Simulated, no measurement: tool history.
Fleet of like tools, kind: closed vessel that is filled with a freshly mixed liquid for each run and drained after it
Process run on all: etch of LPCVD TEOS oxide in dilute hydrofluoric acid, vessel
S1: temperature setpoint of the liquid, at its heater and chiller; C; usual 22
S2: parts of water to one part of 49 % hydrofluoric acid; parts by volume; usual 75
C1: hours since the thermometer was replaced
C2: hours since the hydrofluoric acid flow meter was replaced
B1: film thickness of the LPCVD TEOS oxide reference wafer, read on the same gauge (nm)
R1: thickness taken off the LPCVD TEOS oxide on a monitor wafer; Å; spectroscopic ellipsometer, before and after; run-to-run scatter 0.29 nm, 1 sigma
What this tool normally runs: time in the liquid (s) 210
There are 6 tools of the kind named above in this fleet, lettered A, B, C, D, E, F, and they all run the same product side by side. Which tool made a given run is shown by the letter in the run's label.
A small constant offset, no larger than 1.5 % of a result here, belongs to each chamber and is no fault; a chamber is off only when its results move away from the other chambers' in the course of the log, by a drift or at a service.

run 1D hour=3.7 | S1=22 S2=75 time_in_the_liquid_(s)=210 | C1=765.1 C2=921.6 | B1=60.01 | R1=454.41
run 2E hour=6.7 | S1=22 S2=75 time_in_the_liquid_(s)=210 | C1=1261.1 C2=802.8 | B1=60.003 | R1=457.94
run 3C hour=9 | S1=22 S2=75 time_in_the_liquid_(s)=210 | C1=756.2 C2=83.7 | B1=59.974 | R1=463.51
run 4F hour=12.6 | S1=22 S2=75 time_in_the_liquid_(s)=210 | C1=562.8 C2=1378.8 | B1=59.999 | R1=457.34
run 5B hour=14.6 | S1=22 S2=105 time_in_the_liquid_(s)=210 | C1=1796.2 C2=397.6 | B1=59.983 | R1=317.97
run 6A hour=18.1 | S1=22 S2=105 time_in_the_liquid_(s)=210 | C1=1523.8 C2=59.2 | B1=60.026 | R1=312.65
run 7F hour=21.2 | S1=22 S2=105 time_in_the_liquid_(s)=210 | C1=571.4 C2=1387.4 | B1=59.989 | R1=314.12
run 8A hour=23.1 | S1=22 S2=105 time_in_the_liquid_(s)=210 | C1=1528.8 C2=64.2 | B1=60.021 | R1=314.91
run 9B hour=26.9 | S1=22 S2=105 time_in_the_liquid_(s)=210 | C1=1808.5 C2=409.9 | B1=59.985 | R1=315.69
run 10D hour=30.4 | S1=22 S2=105 time_in_the_liquid_(s)=210 | C1=791.8 C2=948.3 | B1=59.993 | R1=305.58
run 11C hour=34.4 | S1=22 S2=75 time_in_the_liquid_(s)=210 | C1=781.6 C2=109.1 | B1=60.019 | R1=463.27
run 12E hour=38.4 | S1=22 S2=75 time_in_the_liquid_(s)=210 | C1=1292.8 C2=834.5 | B1=60.001 | R1=457.26
run 13C hour=41.9 | S1=22 S2=75 time_in_the_liquid_(s)=210 | C1=789.1 C2=116.6 | B1=60.027 | R1=458.56
run 14D hour=44.3 | S1=22 S2=50 time_in_the_liquid_(s)=115 | C1=805.7 C2=962.2 | B1=59.983 | R1=376.12
run 15E hour=47.7 | S1=22 S2=50 time_in_the_liquid_(s)=115 | C1=1302.1 C2=843.8 | B1=60.009 | R1=386.61
run 16B hour=50.2 | S1=22 S2=50 time_in_the_liquid_(s)=115 | C1=1831.8 C2=433.2 | B1=59.995 | R1=390.93
run 17A hour=53.5 | S1=22 S2=50 time_in_the_liquid_(s)=115 | C1=1559.2 C2=94.6 | B1=59.983 | R1=388.12
run 18F hour=57.5 | S1=22 S2=50 time_in_the_liquid_(s)=115 | C1=607.7 C2=1423.7 | B1=60.011 | R1=389.29
run 19E hour=59.5 | S1=22 S2=50 time_in_the_liquid_(s)=115 | C1=1313.9 C2=855.6 | B1=60.007 | R1=380.33
run 20C hour=62.4 | S1=22 S2=75 time_in_the_liquid_(s)=300 | C1=809.6 C2=137.1 | B1=60.006 | R1=656.82
run 21A hour=65.3 | S1=22 S2=75 time_in_the_liquid_(s)=300 | C1=1571 C2=106.4 | B1=59.992 | R1=654.38
run 22D hour=67.9 | S1=22 S2=75 time_in_the_liquid_(s)=300 | C1=829.3 C2=985.8 | B1=60.004 | R1=615.76
run 23B hour=72 | S1=22 S2=75 time_in_the_liquid_(s)=300 | C1=1853.6 C2=455 | B1=59.997 | R1=657.24
run 24F hour=74.6 | S1=22 S2=75 time_in_the_liquid_(s)=300 | C1=624.8 C2=1440.8 | B1=60.003 | R1=653.87
run 25E hour=77.1 | S1=22 S2=75 time_in_the_liquid_(s)=300 | C1=1331.5 C2=873.2 | B1=60.009 | R1=651.54
run 26F hour=79.8 | S1=22 S2=75 time_in_the_liquid_(s)=210 | C1=630 C2=1446 | B1=60.009 | R1=454.03
-- hour=81 chamber F: hydrofluoric acid flow meter replaced
run 27A hour=82.1 | S1=22 S2=75 time_in_the_liquid_(s)=210 | C1=1587.8 C2=123.2 | B1=59.986 | R1=453.02
run 28D hour=84.8 | S1=22 S2=75 time_in_the_liquid_(s)=210 | C1=846.2 C2=1002.7 | B1=60.003 | R1=431.56
run 29C hour=88.3 | S1=22 S2=75 time_in_the_liquid_(s)=210 | C1=835.5 C2=163 | B1=60.003 | R1=455.49
run 30B hour=92 | S1=22 S2=75 time_in_the_liquid_(s)=210 | C1=1873.6 C2=475 | B1=60.016 | R1=459.92
run 31C hour=93.9 | S1=22 S2=75 time_in_the_liquid_(s)=210 | C1=841.1 C2=168.6 | B1=59.986 | R1=458.69
run 32A hour=95.9 | S1=22 S2=75 time_in_the_liquid_(s)=210 | C1=1601.6 C2=137 | B1=59.997 | R1=457.86
run 33D hour=99.5 | S1=24.5 S2=75 time_in_the_liquid_(s)=95 | C1=860.9 C2=1017.4 | B1=60 | R1=212.85
run 34E hour=101.7 | S1=24.5 S2=75 time_in_the_liquid_(s)=95 | C1=1356.1 C2=897.8 | B1=60.011 | R1=226.82
run 35F hour=105.7 | S1=24.5 S2=75 time_in_the_liquid_(s)=95 | C1=655.9 C2=24.8 | B1=59.999 | R1=228.15
-- hour=107.9 chamber B: thermometer replaced
run 36B hour=107.9 | S1=24.5 S2=75 time_in_the_liquid_(s)=95 | C1=0.1 C2=490.9 | B1=59.984 | R1=234.48

For the next run the whole fleet of 6 chambers uses the same settings. Give each chamber's results:
run 37A hour=111 | S1=24.5 S2=75 time_in_the_liquid_(s)=210 | R1=?
run 37B hour=111 | S1=24.5 S2=75 time_in_the_liquid_(s)=210 | R1=?
run 37C hour=111 | S1=24.5 S2=75 time_in_the_liquid_(s)=210 | R1=?
run 37D hour=111 | S1=24.5 S2=75 time_in_the_liquid_(s)=210 | R1=?
run 37E hour=111 | S1=24.5 S2=75 time_in_the_liquid_(s)=210 | R1=?
run 37F hour=111 | S1=24.5 S2=75 time_in_the_liquid_(s)=210 | R1=?

run=37A R1=505.47
run=37B R1=504.79
run=37C R1=514.19
run=37D R1=460.45
run=37E R1=502.58
run=37F R1=506.2

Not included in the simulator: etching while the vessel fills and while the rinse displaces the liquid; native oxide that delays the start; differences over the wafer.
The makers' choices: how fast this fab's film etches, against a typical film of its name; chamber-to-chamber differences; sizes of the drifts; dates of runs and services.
